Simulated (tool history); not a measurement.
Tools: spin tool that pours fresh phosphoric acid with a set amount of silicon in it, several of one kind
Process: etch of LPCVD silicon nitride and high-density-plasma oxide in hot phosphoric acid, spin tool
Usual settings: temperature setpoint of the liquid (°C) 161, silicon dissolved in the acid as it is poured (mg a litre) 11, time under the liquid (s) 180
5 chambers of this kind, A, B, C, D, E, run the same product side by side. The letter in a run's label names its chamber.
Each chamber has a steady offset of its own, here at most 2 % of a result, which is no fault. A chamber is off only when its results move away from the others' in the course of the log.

| run | day | temperature setpoint of the liquid (°C) | silicon dissolved in the acid as it is poured (mg a litre) | time under the liquid (s) | hours since the thermometer was replaced | hours since the dissolved silicon flow meter was replaced | hours since the heated supply line was repaired | read-back film thickness of the LPCVD silicon nitride reference wafer, read on the same gauge (nm) | read-back film thickness of the high-density-plasma oxide reference wafer, read on the same gauge (nm) | thickness taken off the LPCVD silicon nitride on a monitor wafer (Å) | thickness taken off the high-density-plasma oxide on a monitor wafer (Å) |
|---|---|---|---|---|---|---|---|---|---|---|---|
| 1D | 0.5 | 161 | 11 | 180 | 1029.2 | 1595.1 | 66.5 | 120.03 | 109.99 | 162.29 | 5.4722 |
| 2C | 0.8 | 161 | 11 | 180 | 1076.8 | 132.2 | 2937.8 | 119.97 | 109.97 | 161.41 | 6.3256 |
| 3E | 1.167 | 161 | 11 | 180 | 348.5 | 964.1 | 987.1 | 120.01 | 110.02 | 163.88 | 4.6894 |
| 4B | 1.762 | 161 | 11 | 180 | 1300.4 | 77.4 | 1333.9 | 120.02 | 110 | 167.2 | 5.9844 |
| 5A | 2.296 | 161 | 11 | 180 | 327.1 | 304.7 | 1016.4 | 120.02 | 109.99 | 163.98 | 6.2236 |
| 6E | 2.762 | 161 | 11 | 180 | 386.8 | 1002.4 | 1025.4 | 120 | 110.01 | 165.08 | 5.61 |
| 7A | 3.075 | 161 | 11 | 180 | 345.8 | 323.4 | 1035.1 | 119.98 | 110.04 | 164.63 | 5.8819 |
| 8C | 3.696 | 161 | 11 | 180 | 1146.3 | 201.7 | 3007.3 | 120.04 | 109.99 | 159.76 | 4.6877 |
| 9B | 4.312 | 161 | 11 | 180 | 1361.6 | 138.6 | 1395.1 | 120.02 | 109.99 | 167.41 | 5.5632 |
| 10D | 4.908 | 161 | 11 | 180 | 1135 | 1700.9 | 172.3 | 120.04 | 110 | 164.63 | 5.1989 |
| 11E | 5.388 | 161 | 11 | 180 | 449.8 | 1065.4 | 1088.4 | 119.98 | 109.98 | 165.46 | 6.0379 |
| 12A | 5.671 | 161 | 11 | 180 | 408.1 | 385.7 | 1097.4 | 119.98 | 110.01 | 163.53 | 5.4498 |
| 13B | 6.062 | 161 | 11 | 240 | 1403.6 | 180.6 | 1437.1 | 120 | 110 | 224.04 | 7.7033 |
| 14C | 6.579 | 161 | 11 | 240 | 1215.5 | 270.9 | 3076.5 | 120.02 | 109.97 | 213.59 | 7.9987 |
| 15D | 7.121 | 161 | 11 | 240 | 1188.1 | 1754 | 225.4 | 119.99 | 109.97 | 218.25 | 7.203 |
| 16C | 7.529 | 161 | 11 | 240 | 1238.3 | 293.7 | 3099.3 | 120.02 | 110 | 216.95 | 7.4587 |
| 17B | 8.121 | 161 | 11 | 240 | 1453 | 230 | 1486.5 | 120.01 | 110.02 | 218.12 | 6.959 |
| 18D | 8.45 | 161 | 11 | 120 | 1220 | 1785.9 | 257.3 | 119.99 | 110.01 | 110.27 | 3.7006 |
| 19A | 8.783 | 161 | 11 | 120 | 482.8 | 460.4 | 1172.1 | 119.98 | 110.03 | 109.61 | 4.2661 |
| 20E | 9.167 | 161 | 11 | 120 | 540.5 | 1156.1 | 1179.1 | 120.02 | 109.98 | 110.22 | 3.8517 |
| 21E | 9.642 | 161 | 11 | 120 | 551.9 | 1167.5 | 1190.5 | 120 | 110.03 | 110.2 | 3.6725 |
| 22D | 9.933 | 161 | 11 | 120 | 1255.6 | 1821.5 | 292.9 | 120.02 | 109.98 | 108.9 | 3.8128 |
| 23A | 10.321 | 161 | 11 | 180 | 519.7 | 497.3 | 1209 | 119.96 | 110.04 | 164.09 | 5.7076 |
| 24C | 10.925 | 161 | 11 | 180 | 1319.8 | 375.2 | 3180.8 | 120.01 | 109.99 | 162.58 | 5.5528 |
| 25B | 11.312 | 161 | 11 | 180 | 1529.6 | 306.6 | 1563.1 | 119.99 | 109.99 | 159.28 | 4.7236 |
| 26D | 11.796 | 162.5 | 11 | 180 | 1300.3 | 1866.2 | 337.6 | 120 | 109.97 | 173.58 | 6.149 |
| 27B | 12.221 | 162.5 | 11 | 180 | 1551.4 | 328.4 | 1584.9 | 120.01 | 109.95 | 164.66 | 5.5006 |
| 28A | 12.65 | 162.5 | 11 | 180 | 575.6 | 553.2 | 1264.9 | 120 | 110.05 | 173.29 | 6.6158 |
| 29E | 13.238 | 162.5 | 11 | 180 | 638.2 | 1253.8 | 1276.8 | 119.99 | 110.02 | 172.8 | 6.0536 |
| 30C | 13.696 | 162.5 | 11 | 180 | 1386.3 | 441.7 | 3247.3 | 120.03 | 110 | 169.58 | 6.7514 |

All 5 chambers run these settings next. Forecast each chamber's results:
| 31A | 14.167 | 161 | 11 | 180 |  |  |  |  |  | ? | ? |
| 31B | 14.167 | 161 | 11 | 180 |  |  |  |  |  | ? | ? |
| 31C | 14.167 | 161 | 11 | 180 |  |  |  |  |  | ? | ? |
| 31D | 14.167 | 161 | 11 | 180 |  |  |  |  |  | ? | ? |
| 31E | 14.167 | 161 | 11 | 180 |  |  |  |  |  | ? | ? |

| run | thickness taken off the LPCVD silicon nitride on a monitor wafer (Å) | thickness taken off the high-density-plasma oxide on a monitor wafer (Å) |
|---|---|---|
| 31A | 163.7 | 5.7689 |
| 31B | 152.81 | 4.9701 |
| 31C | 160.51 | 6.3029 |
| 31D | 164.98 | 5.2884 |
| 31E | 167.13 | 5.768 |
